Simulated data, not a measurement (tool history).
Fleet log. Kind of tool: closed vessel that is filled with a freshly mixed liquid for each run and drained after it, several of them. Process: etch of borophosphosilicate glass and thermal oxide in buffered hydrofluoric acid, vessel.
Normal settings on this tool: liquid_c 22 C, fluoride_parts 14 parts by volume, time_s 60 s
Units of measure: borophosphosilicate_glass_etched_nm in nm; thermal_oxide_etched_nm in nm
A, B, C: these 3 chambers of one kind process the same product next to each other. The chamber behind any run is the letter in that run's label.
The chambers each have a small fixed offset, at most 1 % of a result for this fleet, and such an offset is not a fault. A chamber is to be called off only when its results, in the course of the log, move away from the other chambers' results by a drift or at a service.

run   hour  liquid_c  fluoride_parts  time_s  read-back film thickness of the borophosphosilicate glass reference wafer, read on the same gauge (nm)  read-back film thickness of the thermal oxide reference wafer, read on the same gauge (nm)  borophosphosilicate_glass_etched_nm  thermal_oxide_etched_nm
 1A    5.9        22              14      60                                                                                                  120.01                                                                                      59.997                               71.936                   44.649
      14.1  -- chamber B: thermometer replaced
 2C   14.3        22              14      60                                                                                                     120                                                                                       60.01                                72.43                   44.259
 3B   22.8        22              14      60                                                                                                     120                                                                                      59.992                               72.772                   43.929
 4A   34.4        22              14      60                                                                                                     120                                                                                      60.012                               72.474                   44.079
 5C   44.5        22              14      60                                                                                                  120.01                                                                                      60.013                               71.982                   44.321
 6B   53.3        22              14      60                                                                                                  119.98                                                                                      59.987                               73.085                   44.134
 7C   61.4        22              14      60                                                                                                  120.02                                                                                      59.975                               72.172                       44
 8B   67.3        22              14      60                                                                                                  120.01                                                                                      59.999                                73.16                     44.1
 9A   78.7        22              14      60                                                                                                  119.99                                                                                      60.014                               72.031                   43.795
10A   86.5        22              14      60                                                                                                     120                                                                                      60.017                               72.229                    44.04
11C   93.5        22              14      60                                                                                                  119.99                                                                                      59.983                               72.407                    44.18
12B  101.8        22              14      60                                                                                                  119.99                                                                                      60.007                               72.809                   44.073
13C  112.1        22              14      60                                                                                                  120.02                                                                                          60                               72.789                   44.331
14A  123.5        22              14      60                                                                                                  120.02                                                                                      60.008                               71.407                   43.928
15B  134.4      20.5              14      30                                                                                                  120.01                                                                                       60.01                               33.594                    20.36
16C  142.9      20.5              14      30                                                                                                     120                                                                                          60                               33.112                   20.154
17B  150.8      20.5              14      30                                                                                                  119.96                                                                                      60.001                               33.367                   20.343
18A  161.9        22              14      60                                                                                                     120                                                                                      59.986                               71.614                   44.051
19A  170.6        22              14      30                                                                                                  119.99                                                                                      60.003                               36.005                    21.94
20B    182        22              14      30                                                                                                     120                                                                                      59.998                               36.204                   21.945
21C  189.4        22              14      30                                                                                                  120.03                                                                                      60.001                               35.898                   22.211
22B  200.3        22              14      60                                                                                                  119.98                                                                                      60.004                               72.571                   44.471
23A  208.5        22              14      60                                                                                                  119.98                                                                                      60.033                               71.892                   43.959
24C  215.5        22              14      60                                                                                                  119.98                                                                                      59.986                               72.715                   44.323
25A  222.1        22              14      60                                                                                                  119.99                                                                                      60.014                               71.837                   44.132
26C  227.7        22              14      60                                                                                                     120                                                                                      59.997                               72.431                   44.387
27B    238        22              14      60                                                                                                  119.98                                                                                       59.99                               72.137                   43.896
28B    246        22              14      60                                                                                                  119.99                                                                                      60.013                                72.28                   43.788
29C  257.2        22              14      60                                                                                                     120                                                                                      59.985                               72.612                   43.881
30A  264.2        22              14      60                                                                                                     120                                                                                      59.997                               72.381                   44.293
31A  270.5        22              14      60                                                                                                     120                                                                                      59.969                               71.378                   44.652
32B  279.6        22              14      60                                                                                                     120                                                                                      60.017                               72.256                   44.246
33C  286.1        22              14      60                                                                                                  120.01                                                                                          60                               71.905                   44.036
34B  295.4        22              14      60                                                                                                  119.99                                                                                      59.998                               72.773                   43.558

All 3 chambers run these settings next. Forecast each chamber's results:
35A  303.7        22              14      60                                                                                                                                                                                                                                        ?                        ?
35B  303.7        22              14      60                                                                                                                                                                                                                                        ?                        ?
35C  303.7        22              14      60                                                                                                                                                                                                                                        ?                        ?

run  borophosphosilicate_glass_etched_nm  thermal_oxide_etched_nm
35A                               71.919                   43.861
35B                               72.514                   44.109
35C                               72.364                   43.894

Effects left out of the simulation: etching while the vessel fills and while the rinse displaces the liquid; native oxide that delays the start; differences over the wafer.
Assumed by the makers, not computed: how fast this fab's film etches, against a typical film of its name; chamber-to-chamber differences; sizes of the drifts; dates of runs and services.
